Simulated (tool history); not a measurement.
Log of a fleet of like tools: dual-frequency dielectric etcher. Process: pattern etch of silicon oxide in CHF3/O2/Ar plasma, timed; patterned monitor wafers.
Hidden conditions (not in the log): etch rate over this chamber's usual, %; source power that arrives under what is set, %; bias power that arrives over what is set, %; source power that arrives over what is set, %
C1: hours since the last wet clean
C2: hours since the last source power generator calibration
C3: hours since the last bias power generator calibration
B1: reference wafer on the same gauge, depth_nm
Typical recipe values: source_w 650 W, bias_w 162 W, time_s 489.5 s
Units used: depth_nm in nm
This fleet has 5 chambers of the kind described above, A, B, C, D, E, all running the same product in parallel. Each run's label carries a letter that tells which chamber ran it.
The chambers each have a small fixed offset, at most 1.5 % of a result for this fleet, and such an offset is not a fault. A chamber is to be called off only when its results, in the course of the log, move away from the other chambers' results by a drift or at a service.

{"run": "1D", "hour": 4.2, "source_w": 650, "bias_w": 162, "time_s": 489.5, "C1": 416, "C2": 4763.5, "C3": 893.1, "B1": 990.72, "depth_nm": 970.97}
{"run": "2A", "hour": 6.7, "source_w": 650, "bias_w": 162, "time_s": 489.5, "C1": 368, "C2": 716.9, "C3": 353.2, "B1": 989.31, "depth_nm": 969.05}
{"run": "3E", "hour": 9.8, "source_w": 650, "bias_w": 162, "time_s": 489.5, "C1": 376.5, "C2": 4224.9, "C3": 1756.6, "B1": 990.38, "depth_nm": 954.01}
{"run": "4C", "hour": 13.0, "source_w": 650, "bias_w": 162, "time_s": 489.5, "C1": 156.3, "C2": 1190.8, "C3": 3115.4, "B1": 990.01, "depth_nm": 956.9}
{"run": "5B", "hour": 15.4, "source_w": 650, "bias_w": 162, "time_s": 489.5, "C1": 73.1, "C2": 353.9, "C3": 185.2, "B1": 989.26, "depth_nm": 961.94}
{"run": "6C", "hour": 18.1, "source_w": 650, "bias_w": 135, "time_s": 348.5, "C1": 161.4, "C2": 1195.9, "C3": 3120.5, "B1": 990.29, "depth_nm": 651.34}
{"run": "7E", "hour": 21.2, "source_w": 650, "bias_w": 135, "time_s": 348.5, "C1": 387.9, "C2": 4236.3, "C3": 1768, "B1": 990.34, "depth_nm": 640.63}
{"run": "8B", "hour": 25.6, "source_w": 650, "bias_w": 135, "time_s": 348.5, "C1": 83.3, "C2": 364.1, "C3": 195.4, "B1": 989.27, "depth_nm": 644.59}
{"run": "9D", "hour": 29.6, "source_w": 650, "bias_w": 135, "time_s": 348.5, "C1": 441.4, "C2": 4788.9, "C3": 918.5, "B1": 991.81, "depth_nm": 647.8}
{"hour": 29.7, "done": "chamber E: wet clean of the chamber"}
{"run": "10A", "hour": 33.9, "source_w": 650, "bias_w": 135, "time_s": 348.5, "C1": 395.2, "C2": 744.1, "C3": 380.4, "B1": 990.74, "depth_nm": 647.72}
{"run": "11D", "hour": 36.9, "source_w": 650, "bias_w": 162, "time_s": 489.5, "C1": 448.7, "C2": 4796.2, "C3": 925.8, "B1": 989.84, "depth_nm": 959.03}
{"run": "12B", "hour": 39.6, "source_w": 650, "bias_w": 162, "time_s": 489.5, "C1": 97.3, "C2": 378.1, "C3": 209.4, "B1": 990.1, "depth_nm": 969.43}
{"run": "13A", "hour": 43.4, "source_w": 650, "bias_w": 162, "time_s": 489.5, "C1": 404.7, "C2": 753.6, "C3": 389.9, "B1": 990.81, "depth_nm": 963.44}
{"run": "14C", "hour": 48.1, "source_w": 650, "bias_w": 162, "time_s": 489.5, "C1": 191.4, "C2": 1225.9, "C3": 3150.5, "B1": 988.8, "depth_nm": 970.79}
{"run": "15E", "hour": 53.1, "source_w": 650, "bias_w": 162, "time_s": 489.5, "C1": 23.5, "C2": 4268.2, "C3": 1799.9, "B1": 990.4, "depth_nm": 948.65}
{"run": "16E", "hour": 57.6, "source_w": 650, "bias_w": 162, "time_s": 489.5, "C1": 28, "C2": 4272.7, "C3": 1804.4, "B1": 989.48, "depth_nm": 945.16}
{"run": "17B", "hour": 60.1, "source_w": 650, "bias_w": 162, "time_s": 489.5, "C1": 117.8, "C2": 398.6, "C3": 229.9, "B1": 988.64, "depth_nm": 964.59}
{"run": "18C", "hour": 62.8, "source_w": 650, "bias_w": 162, "time_s": 489.5, "C1": 206.1, "C2": 1240.6, "C3": 3165.2, "B1": 988.15, "depth_nm": 969.6}
{"hour": 63.3, "done": "chamber E: bias power generator calibrated"}
{"run": "19A", "hour": 67.7, "source_w": 650, "bias_w": 147, "time_s": 420, "C1": 429, "C2": 777.9, "C3": 414.2, "B1": 990.35, "depth_nm": 799.76}
{"run": "20D", "hour": 70.1, "source_w": 650, "bias_w": 147, "time_s": 420, "C1": 481.9, "C2": 4829.4, "C3": 959, "B1": 990.16, "depth_nm": 801.64}
{"run": "21A", "hour": 74.5, "source_w": 650, "bias_w": 147, "time_s": 420, "C1": 435.8, "C2": 784.7, "C3": 421, "B1": 989.85, "depth_nm": 799.7}
{"run": "22E", "hour": 77.7, "source_w": 650, "bias_w": 147, "time_s": 420, "C1": 48.1, "C2": 4292.8, "C3": 14.5, "B1": 990.33, "depth_nm": 798.12}
{"run": "23B", "hour": 82.3, "source_w": 650, "bias_w": 147, "time_s": 420, "C1": 140, "C2": 420.8, "C3": 252.1, "B1": 990.58, "depth_nm": 799.93}
{"run": "24C", "hour": 85.6, "source_w": 650, "bias_w": 162, "time_s": 489.5, "C1": 228.9, "C2": 1263.4, "C3": 3188, "B1": 989, "depth_nm": 964.04}
{"run": "25D", "hour": 88.6, "source_w": 650, "bias_w": 162, "time_s": 489.5, "C1": 500.4, "C2": 4847.9, "C3": 977.5, "B1": 991.49, "depth_nm": 950.45}
{"run": "26C", "hour": 91.3, "source_w": 650, "bias_w": 162, "time_s": 489.5, "C1": 234.6, "C2": 1269.1, "C3": 3193.7, "B1": 990.71, "depth_nm": 972.02}
{"run": "27B", "hour": 93.9, "source_w": 650, "bias_w": 162, "time_s": 489.5, "C1": 151.6, "C2": 432.4, "C3": 263.7, "B1": 989.37, "depth_nm": 966.43}
{"hour": 94.5, "done": "chamber A: wet clean of the chamber"}
{"run": "28A", "hour": 97.1, "source_w": 590, "bias_w": 162, "time_s": 415.5, "C1": 2.7, "C2": 807.3, "C3": 443.6, "B1": 988.39, "depth_nm": 781.93}
{"run": "29D", "hour": 101.2, "source_w": 590, "bias_w": 162, "time_s": 415.5, "C1": 513, "C2": 4860.5, "C3": 990.1, "B1": 989.78, "depth_nm": 784.73}
{"run": "30E", "hour": 103.7, "source_w": 590, "bias_w": 162, "time_s": 415.5, "C1": 74.1, "C2": 4318.8, "C3": 40.5, "B1": 990.4, "depth_nm": 781.35}
{"run": "31A", "hour": 108.5, "source_w": 590, "bias_w": 162, "time_s": 415.5, "C1": 14.1, "C2": 818.7, "C3": 455, "B1": 989.74, "depth_nm": 785.87}
{"run": "32E", "hour": 113.0, "source_w": 590, "bias_w": 162, "time_s": 415.5, "C1": 83.4, "C2": 4328.1, "C3": 49.8, "B1": 989.89, "depth_nm": 780.09}
{"run": "33D", "hour": 117.1, "source_w": 650, "bias_w": 162, "time_s": 489.5, "C1": 528.9, "C2": 4876.4, "C3": 1006, "B1": 989.19, "depth_nm": 963.92}
{"run": "34C", "hour": 122.3, "source_w": 650, "bias_w": 162, "time_s": 489.5, "C1": 265.6, "C2": 1300.1, "C3": 3224.7, "B1": 989.89, "depth_nm": 970.44}
{"run": "35B", "hour": 125.1, "source_w": 650, "bias_w": 162, "time_s": 489.5, "C1": 182.8, "C2": 463.6, "C3": 294.9, "B1": 989.01, "depth_nm": 964.92}
{"run": "36A", "hour": 127.9, "source_w": 650, "bias_w": 162, "time_s": 489.5, "C1": 33.5, "C2": 838.1, "C3": 474.4, "B1": 989.4, "depth_nm": 972.87}
{"run": "37E", "hour": 131.2, "source_w": 650, "bias_w": 162, "time_s": 489.5, "C1": 101.6, "C2": 4346.3, "C3": 68, "B1": 988.93, "depth_nm": 959.81}

Which is it: a chamber that has drifted or been left off by a service, a gauge drift common to all chambers, or only each chamber's usual small offset? If a chamber is off, name it and its likeliest cause.

The fleet is healthy, with each chamber sitting at its usual small offset and no drift in the gauge.
